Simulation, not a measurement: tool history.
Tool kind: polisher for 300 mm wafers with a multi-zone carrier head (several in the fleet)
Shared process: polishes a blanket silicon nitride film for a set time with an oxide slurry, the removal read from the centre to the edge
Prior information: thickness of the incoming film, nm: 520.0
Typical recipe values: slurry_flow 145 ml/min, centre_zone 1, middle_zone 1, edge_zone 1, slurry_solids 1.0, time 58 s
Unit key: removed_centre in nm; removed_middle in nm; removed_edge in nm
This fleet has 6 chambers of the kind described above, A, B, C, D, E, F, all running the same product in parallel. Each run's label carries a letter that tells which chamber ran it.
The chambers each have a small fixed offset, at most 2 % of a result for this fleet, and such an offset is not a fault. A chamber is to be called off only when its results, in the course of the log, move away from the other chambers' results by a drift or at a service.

run 1D day=0.217 | slurry_flow=145 centre_zone=1 middle_zone=1 edge_zone=1 slurry_solids=1.0 time=58 | removed_centre=29.862 removed_middle=29.825 removed_edge=30.035
-- day=0.338 chamber A: centre zone pressure recalibrated
run 2C day=0.412 | slurry_flow=145 centre_zone=1 middle_zone=1 edge_zone=1 slurry_solids=1.0 time=58 | removed_centre=29.185 removed_middle=30.020 removed_edge=30.515
-- day=0.517 chamber F: worn pad replaced by a new one
run 3B day=0.579 | slurry_flow=145 centre_zone=1 middle_zone=1 edge_zone=1 slurry_solids=1.0 time=58 | removed_centre=29.961 removed_middle=29.538 removed_edge=29.847
-- day=0.746 chamber D: worn pad replaced by a new one
run 4E day=0.767 | slurry_flow=145 centre_zone=1 middle_zone=1 edge_zone=1 slurry_solids=1.0 time=58 | removed_centre=29.698 removed_middle=29.234 removed_edge=29.513
-- day=0.783 chamber B: worn pad replaced by a new one
run 5F day=0.904 | slurry_flow=145 centre_zone=1 middle_zone=1 edge_zone=1 slurry_solids=1.0 time=58 | removed_centre=29.294 removed_middle=29.725 removed_edge=29.059
run 6A day=1.067 | slurry_flow=145 centre_zone=1 middle_zone=1 edge_zone=1 slurry_solids=1.0 time=58 | removed_centre=29.409 removed_middle=29.674 removed_edge=29.230
run 7B day=1.183 | slurry_flow=145 centre_zone=1 middle_zone=1 edge_zone=1 slurry_solids=1.0 time=58 | removed_centre=30.527 removed_middle=29.660 removed_edge=29.851
run 8F day=1.300 | slurry_flow=145 centre_zone=1 middle_zone=1 edge_zone=1 slurry_solids=1.0 time=58 | removed_centre=30.216 removed_middle=29.433 removed_edge=29.796
run 9D day=1.433 | slurry_flow=145 centre_zone=1 middle_zone=1 edge_zone=1 slurry_solids=1.0 time=58 | removed_centre=30.351 removed_middle=29.693 removed_edge=29.386
-- day=1.512 chamber F: centre zone pressure recalibrated
-- day=1.525 chamber E: worn pad replaced by a new one
run 10C day=1.567 | slurry_flow=145 centre_zone=1 middle_zone=1 edge_zone=1 slurry_solids=1.0 time=58 | removed_centre=29.793 removed_middle=29.422 removed_edge=29.731
run 11A day=1.679 | slurry_flow=145 centre_zone=1 middle_zone=1 edge_zone=1 slurry_solids=1.0 time=58 | removed_centre=29.918 removed_middle=29.733 removed_edge=29.941
run 12E day=1.788 | slurry_flow=145 centre_zone=1 middle_zone=1 edge_zone=1 slurry_solids=1.3 time=58 | removed_centre=33.156 removed_middle=32.650 removed_edge=33.207
run 13A day=1.896 | slurry_flow=145 centre_zone=1 middle_zone=1 edge_zone=1 slurry_solids=1.3 time=58 | removed_centre=33.481 removed_middle=32.780 removed_edge=33.539
run 14E day=2.021 | slurry_flow=145 centre_zone=1 middle_zone=1 edge_zone=1 slurry_solids=1.3 time=58 | removed_centre=33.168 removed_middle=32.385 removed_edge=32.911
run 15B day=2.133 | slurry_flow=145 centre_zone=1 middle_zone=1 edge_zone=1 slurry_solids=1.3 time=58 | removed_centre=34.569 removed_middle=32.733 removed_edge=33.266
run 16D day=2.354 | slurry_flow=145 centre_zone=1 middle_zone=1 edge_zone=1 slurry_solids=1.3 time=58 | removed_centre=34.114 removed_middle=32.977 removed_edge=32.633
run 17F day=2.496 | slurry_flow=145 centre_zone=1 middle_zone=1 edge_zone=1 slurry_solids=1.3 time=58 | removed_centre=32.682 removed_middle=32.974 removed_edge=33.283
run 18C day=2.700 | slurry_flow=145 centre_zone=1 middle_zone=1 edge_zone=1 slurry_solids=1.0 time=58 | removed_centre=29.246 removed_middle=29.863 removed_edge=29.427
run 19E day=2.812 | slurry_flow=145 centre_zone=1 middle_zone=1 edge_zone=1 slurry_solids=1.0 time=58 | removed_centre=29.375 removed_middle=29.266 removed_edge=29.475
-- day=2.858 chamber D: worn pad replaced by a new one
run 20F day=2.983 | slurry_flow=145 centre_zone=1 middle_zone=1 edge_zone=1 slurry_solids=1.0 time=58 | removed_centre=29.201 removed_middle=29.617 removed_edge=29.818
run 21B day=3.121 | slurry_flow=145 centre_zone=1 middle_zone=1 edge_zone=1 slurry_solids=1.0 time=58 | removed_centre=31.275 removed_middle=29.520 removed_edge=30.490
-- day=3.196 chamber A: worn pad replaced by a new one
run 22D day=3.333 | slurry_flow=145 centre_zone=1 middle_zone=1 edge_zone=1 slurry_solids=1.0 time=58 | removed_centre=30.192 removed_middle=29.605 removed_edge=29.617
run 23C day=3.508 | slurry_flow=145 centre_zone=1 middle_zone=1 edge_zone=1 slurry_solids=1.0 time=58 | removed_centre=29.834 removed_middle=29.450 removed_edge=29.319
run 24A day=3.633 | slurry_flow=145 centre_zone=1 middle_zone=1 edge_zone=1 slurry_solids=1.0 time=58 | removed_centre=29.497 removed_middle=29.634 removed_edge=29.574
-- day=3.683 chamber C: worn pad replaced by a new one
run 25B day=3.767 | slurry_flow=145 centre_zone=1 middle_zone=1 edge_zone=1 slurry_solids=1.0 time=58 | removed_centre=31.768 removed_middle=29.560 removed_edge=29.804
run 26E day=3.958 | slurry_flow=145 centre_zone=1 middle_zone=1 edge_zone=1 slurry_solids=1.0 time=58 | removed_centre=29.623 removed_middle=29.328 removed_edge=29.738
-- day=4.129 chamber C: edge zone pressure recalibrated
run 27A day=4.142 | slurry_flow=145 centre_zone=1 middle_zone=1 edge_zone=1 slurry_solids=1.0 time=58 | removed_centre=30.627 removed_middle=29.458 removed_edge=29.168
run 28C day=4.367 | slurry_flow=145 centre_zone=1 middle_zone=1 edge_zone=1 slurry_solids=1.0 time=58 | removed_centre=28.909 removed_middle=29.553 removed_edge=30.227
-- day=4.404 chamber B: slurry nozzle cleaned
-- day=4.425 chamber E: edge zone pressure recalibrated
run 29F day=4.558 | slurry_flow=145 centre_zone=1 middle_zone=1 edge_zone=1 slurry_solids=1.0 time=58 | removed_centre=29.432 removed_middle=29.388 removed_edge=29.989
-- day=4.629 chamber E: worn pad replaced by a new one
run 30D day=4.733 | slurry_flow=145 centre_zone=1 middle_zone=1 edge_zone=1 slurry_solids=1.0 time=58 | removed_centre=29.866 removed_middle=29.917 removed_edge=29.801
run 31F day=4.879 | slurry_flow=145 centre_zone=1 middle_zone=1 edge_zone=1 slurry_solids=1.0 time=58 | removed_centre=29.967 removed_middle=29.290 removed_edge=29.755
run 32D day=5.000 | slurry_flow=145 centre_zone=1 middle_zone=1 edge_zone=1 slurry_solids=1.0 time=58 | removed_centre=29.447 removed_middle=29.912 removed_edge=29.584
run 33E day=5.217 | slurry_flow=145 centre_zone=1 middle_zone=1 edge_zone=1 slurry_solids=1.0 time=58 | removed_centre=29.273 removed_middle=29.456 removed_edge=30.035
-- day=5.354 chamber B: worn pad replaced by a new one
run 34A day=5.433 | slurry_flow=145 centre_zone=1 middle_zone=1 edge_zone=1 slurry_solids=1.0 time=58 | removed_centre=30.317 removed_middle=29.562 removed_edge=29.786
run 35B day=5.529 | slurry_flow=145 centre_zone=1 middle_zone=1 edge_zone=1 slurry_solids=1.0 time=58 | removed_centre=32.107 removed_middle=29.548 removed_edge=30.307
run 36C day=5.642 | slurry_flow=145 centre_zone=1 middle_zone=1 edge_zone=1 slurry_solids=1.0 time=58 | removed_centre=29.124 removed_middle=29.611 removed_edge=29.739
run 37B day=5.854 | slurry_flow=145 centre_zone=1 middle_zone=1 edge_zone=1 slurry_solids=1.0 time=58 | removed_centre=32.466 removed_middle=29.306 removed_edge=30.053
run 38C day=6.008 | slurry_flow=145 centre_zone=1 middle_zone=1 edge_zone=1 slurry_solids=1.0 time=58 | removed_centre=29.134 removed_middle=29.881 removed_edge=29.988

Has any chamber moved away from the others, gradually or after a service, or does the common gauge drift, or do the chambers differ only by their own small steady offsets? State the chamber and the most likely cause if one applies.

Chamber B drifts away from the others.
Most likely cause: centre zone's pressure above its setpoint, % = 9.46.

Here are 4 candidates for chamber B's next run, each the usual settings with a change, their results left as question marks. Which one brings its results back in line with what the others give on the usual settings?
Allowed miss from the other chambers' usual-settings mean, per result, to count as in line: removed_centre 1.200 nm; removed_middle 0.650 nm; removed_edge 1.100 nm
run 39B-1 day=6.171 | slurry_flow=145 centre_zone=0.97 middle_zone=1.01 edge_zone=1.01 slurry_solids=1.0 time=57 | removed_centre=? removed_middle=? removed_edge=?
run 39B-2 day=6.171 | slurry_flow=145 centre_zone=1.03 middle_zone=0.99 edge_zone=0.99 slurry_solids=1.0 time=59 | removed_centre=? removed_middle=? removed_edge=?
run 39B-3 day=6.171 | slurry_flow=150 centre_zone=1.08 middle_zone=0.98 edge_zone=0.98 slurry_solids=1.0 time=59 | removed_centre=? removed_middle=? removed_edge=?
run 39B-4 day=6.171 | slurry_flow=140 centre_zone=0.92 middle_zone=1.02 edge_zone=1.02 slurry_solids=1.0 time=57 | removed_centre=? removed_middle=? removed_edge=?

The mean the other chambers reach with the usual settings: removed_centre 29.567 nm; removed_middle 29.583 nm; removed_edge 29.709 nm
run=39B-1 removed_centre=31.553 removed_middle=29.289 removed_edge=29.606
run=39B-2 removed_centre=34.889 removed_middle=29.752 removed_edge=30.333
run=39B-3 removed_centre=37.024 removed_middle=29.663 removed_edge=30.320
run=39B-4 removed_centre=29.518 removed_middle=29.356 removed_edge=29.606
39B-4 brings the chamber back in line.

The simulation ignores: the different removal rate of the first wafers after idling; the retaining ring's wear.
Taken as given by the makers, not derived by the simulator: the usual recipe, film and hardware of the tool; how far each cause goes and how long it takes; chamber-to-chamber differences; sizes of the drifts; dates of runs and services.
